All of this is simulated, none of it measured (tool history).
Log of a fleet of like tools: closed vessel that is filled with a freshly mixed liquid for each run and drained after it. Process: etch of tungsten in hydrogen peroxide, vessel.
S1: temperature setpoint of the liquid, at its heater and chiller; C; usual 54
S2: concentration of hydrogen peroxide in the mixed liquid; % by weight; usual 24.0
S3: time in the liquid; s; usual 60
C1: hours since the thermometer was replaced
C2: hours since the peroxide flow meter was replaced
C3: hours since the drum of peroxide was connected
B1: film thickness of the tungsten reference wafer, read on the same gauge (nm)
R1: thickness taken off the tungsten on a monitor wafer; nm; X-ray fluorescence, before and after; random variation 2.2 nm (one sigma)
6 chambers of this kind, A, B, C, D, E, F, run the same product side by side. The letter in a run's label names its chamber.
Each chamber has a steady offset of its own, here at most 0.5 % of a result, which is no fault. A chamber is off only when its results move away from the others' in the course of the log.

run   hour  S1    S2  S3      C1      C2      C3      B1       R1
 1A   12.3  54  24.0  60   139.1   977.2  1136.0  50.046  227.080
 2E   20.5  54  24.0  60  1747.6   969.8    48.7  50.001  227.520
 3B   31.6  54  24.0  60  2013.8  1107.0    67.9  50.013  222.780
      38.9  -- chamber F: new drum of peroxide connected
 4F   41.9  54  24.0  60  1431.9   715.0     3.1  49.980  224.770
 5D   49.4  45  24.0  60   164.9   817.9   183.3  49.988  130.910
 6C   59.4  45  24.0  60   554.4  1306.0   597.1  50.020  130.660
 7E   66.6  45  24.0  60  1793.7  1015.9    94.8  49.963  130.600
 8A   76.2  45  24.0  60   203.0  1041.1  1199.9  49.994  130.020
 9C   87.0  45  24.0  60   582.0  1333.6   624.7  50.004  127.830
10D   93.9  45  24.0  60   209.4   862.4   227.8  49.987  129.250
11F  103.0  54  24.0  60  1493.0   776.1    64.2  50.020  225.880
12B  116.4  54  24.0  60  2098.6  1191.8   152.7  49.989  229.130
     117.1  -- chamber C: thermometer replaced
13A  130.2  54  24.0  60   257.0  1095.1  1253.9  49.993  228.930
14D  141.3  54  24.0  60   256.8   909.8   275.2  50.005  228.780
15F  154.9  54  24.0  60  1544.9   828.0   116.1  50.035  220.010
16E  168.1  54  24.0  60  1895.2  1117.4   196.3  49.978  228.740
17B  175.4  54  24.0  60  2157.6  1250.8   211.7  49.994  229.610
18C  187.9  54  24.0  60    70.9  1434.5   725.6  50.015  227.690
     190.2  -- chamber D: new drum of peroxide connected
19A  200.3  45  24.0  35   327.1  1165.2  1324.0  50.019   76.414
20E  210.7  45  24.0  35  1937.8  1160.0   238.9  50.034   77.006
21F  223.6  45  24.0  35  1613.6   896.7   184.8  50.001   72.321
22D  234.6  45  24.0  35   350.1  1003.1    44.5  49.973   77.735
     240.7  -- chamber C: new drum of peroxide connected
23C  241.4  45  24.0  35   124.4  1488.0     0.8  49.982   75.137
24B  247.5  45  24.0  35  2229.7  1322.9   283.8  49.980   75.822
     249.8  -- chamber E: thermometer replaced
25D  259.4  54  24.0  60   374.9  1027.9    69.3  49.984  228.490
26E  266.1  54  24.0  60    16.3  1215.4   294.3  50.007  232.840
     276.1  -- chamber A: new drum of peroxide connected
     276.8  -- chamber C: peroxide flow meter replaced
27B  277.4  54  24.0  60  2259.6  1352.8   313.7  50.009  226.340
28A  286.5  54  24.0  60   413.3  1251.4    10.5  49.991  227.640
29F  297.2  62  17.5  60  1687.2   970.3   258.4  49.991  280.280
     300.5  -- chamber A: peroxide flow meter replaced
30C  306.5  62  17.5  60   189.5    29.7    65.9  50.028  313.190
31E  319.4  62  17.5  60    69.6  1268.7   347.6  50.014  306.920
32A  331.5  62  17.5  60   458.3    31.0    55.5  50.005  307.920
33D  339.7  62  17.5  60   455.2  1108.2   149.6  50.006  305.640
34B  352.4  62  17.5  60  2334.6  1427.8   388.7  50.032  309.690
35F  359.6  54  24.0  60  1749.6  1032.7   320.8  49.988  202.720
36C  371.6  54  24.0  60   254.6    94.8   131.0  49.986  229.840
37F  382.4  54  24.0  60  1772.4  1055.5   343.6  50.022  201.000
38A  389.8  54  24.0  60   516.6    89.3   113.8  50.030  227.740

What goes on in this fleet: one chamber off, a drifting gauge, or nothing beyond the chambers' own small offsets? Name the chamber and the cause, if any.

Chamber F drifts away from the others.
Cause: liquid colder than its thermometer reads (K) = 2.24.

Here are 4 candidates for chamber F's next run, each the usual settings with a change, their results left as question marks. Which one brings its results back in line with what the others give on the usual settings?
In line means no further than this from the other chambers' mean on the usual settings: R1 7.800 nm
39F-1  399.7  55.0  24.0  65                   ?
39F-2  399.7  53.5  24.0  60                   ?
39F-3  399.7  53.0  24.0  55                   ?
39F-4  399.7  54.5  24.0  60                   ?

The other chambers' mean on the usual settings: R1 227.020 nm
  run       R1
39F-1  228.710
39F-2  193.070
39F-3  171.690
39F-4  204.980
39F-1 brings the chamber back in line.
